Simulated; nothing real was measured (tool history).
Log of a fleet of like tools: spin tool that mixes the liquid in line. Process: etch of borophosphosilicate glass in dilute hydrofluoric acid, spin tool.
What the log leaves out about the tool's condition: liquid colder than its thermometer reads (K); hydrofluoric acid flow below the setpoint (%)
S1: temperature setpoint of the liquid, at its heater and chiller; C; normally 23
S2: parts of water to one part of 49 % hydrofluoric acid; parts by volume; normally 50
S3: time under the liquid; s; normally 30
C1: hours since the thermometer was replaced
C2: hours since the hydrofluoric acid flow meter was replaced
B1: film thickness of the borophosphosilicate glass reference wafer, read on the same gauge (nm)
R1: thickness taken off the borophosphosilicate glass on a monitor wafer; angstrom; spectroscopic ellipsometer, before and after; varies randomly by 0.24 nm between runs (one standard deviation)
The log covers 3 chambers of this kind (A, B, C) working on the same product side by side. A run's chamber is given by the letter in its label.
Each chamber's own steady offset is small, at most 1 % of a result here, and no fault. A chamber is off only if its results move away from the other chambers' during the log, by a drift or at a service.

run   hour  S1  S2  S3      C1      C2      B1      R1
 1B   12.4  23  50  30  1128.5   562.0  59.991  336.87
 2C   18.0  23  50  30   795.6   677.8  59.967  334.55
 3A   27.4  23  50  30   790.1   454.5  59.979  338.03
      30.7  -- chamber A: hydrofluoric acid flow meter replaced
 4C   35.4  23  50  30   813.0   695.2  60.017  335.29
 5B   43.1  23  50  30  1159.2   592.7  60.009  336.24
 6A   55.0  23  50  30   817.7    24.3  59.994  339.22
 7B   67.1  23  50  30  1183.2   616.7  60.007  336.43
 8C   77.8  23  50  30   855.4   737.6  60.002  332.18
 9A   83.9  23  50  30   846.6    53.2  60.013  339.80
10A   91.6  23  50  30   854.3    60.9  59.992  340.02
11C  103.1  23  50  30   880.7   762.9  59.980  335.29
12B  111.3  23  50  30  1227.4   660.9  60.015  338.40
13C  118.8  23  50  30   896.4   778.6  59.971  333.90
14A  129.1  23  50  30   891.8    98.4  60.020  338.51
15B  137.2  23  40  30  1253.3   686.8  60.012  423.29
16C  146.3  23  40  30   923.9   806.1  59.995  429.78
17B  156.2  23  40  30  1272.3   705.8  60.005  424.56
18A  166.4  23  50  30   929.1   135.7  60.005  334.58
19A  177.0  23  50  30   939.7   146.3  59.976  337.98
20B  189.7  23  50  30  1305.8   739.3  60.003  339.10
21C  198.6  23  35  30   976.2   858.4  59.980  487.51
22C  209.6  23  35  30   987.2   869.4  60.027  486.84
23A  221.2  23  35  30   983.9   190.5  59.977  488.20
24B  230.4  23  50  30  1346.5   780.0  59.962  337.15
25B  238.7  23  50  30  1354.8   788.3  60.009  335.50
     248.3  -- chamber A: thermometer replaced
26A  248.3  23  50  30     0.0   217.6  60.035  339.03
27C  256.8  23  50  30  1034.4   916.6  59.991  325.70
28C  263.3  23  50  20  1040.9   923.1  60.027  215.45
29B  269.1  23  50  20  1385.2   818.7  59.975  225.49
30A  276.7  23  50  20    28.4   246.0  60.009  223.06
31A  283.0  23  50  30    34.7   252.3  59.976  338.84
32B  291.2  23  50  30  1407.3   840.8  59.967  337.11
33C  298.1  23  50  30  1075.7   957.9  59.947  318.91
34A  305.0  23  50  30    56.7   274.3  59.967  340.61
35C  310.6  23  50  30  1088.2   970.4  59.986  318.17
36B  316.9  23  70  15  1433.0   866.5  59.982  117.58
37B  329.5  23  70  15  1445.6   879.1  60.007  117.38
38A  335.2  23  70  15    86.9   304.5  59.986  118.65
39C  345.8  23  50  30  1123.4  1005.6  60.026  315.36
40A  357.4  23  50  30   109.1   326.7  59.985  337.55
41C  362.9  23  50  30  1140.5  1022.7  59.997  310.81
42B  374.2  23  50  30  1490.3   923.8  60.018  338.42
43A  385.7  23  50  30   137.4   355.0  60.009  340.87

All 3 chambers run these settings next. Forecast each chamber's results:
44A  394.9  23  50  30               ?
44B  394.9  23  50  30               ?
44C  394.9  23  50  30               ?

run      R1
44A  339.08
44B  338.07
44C  307.45

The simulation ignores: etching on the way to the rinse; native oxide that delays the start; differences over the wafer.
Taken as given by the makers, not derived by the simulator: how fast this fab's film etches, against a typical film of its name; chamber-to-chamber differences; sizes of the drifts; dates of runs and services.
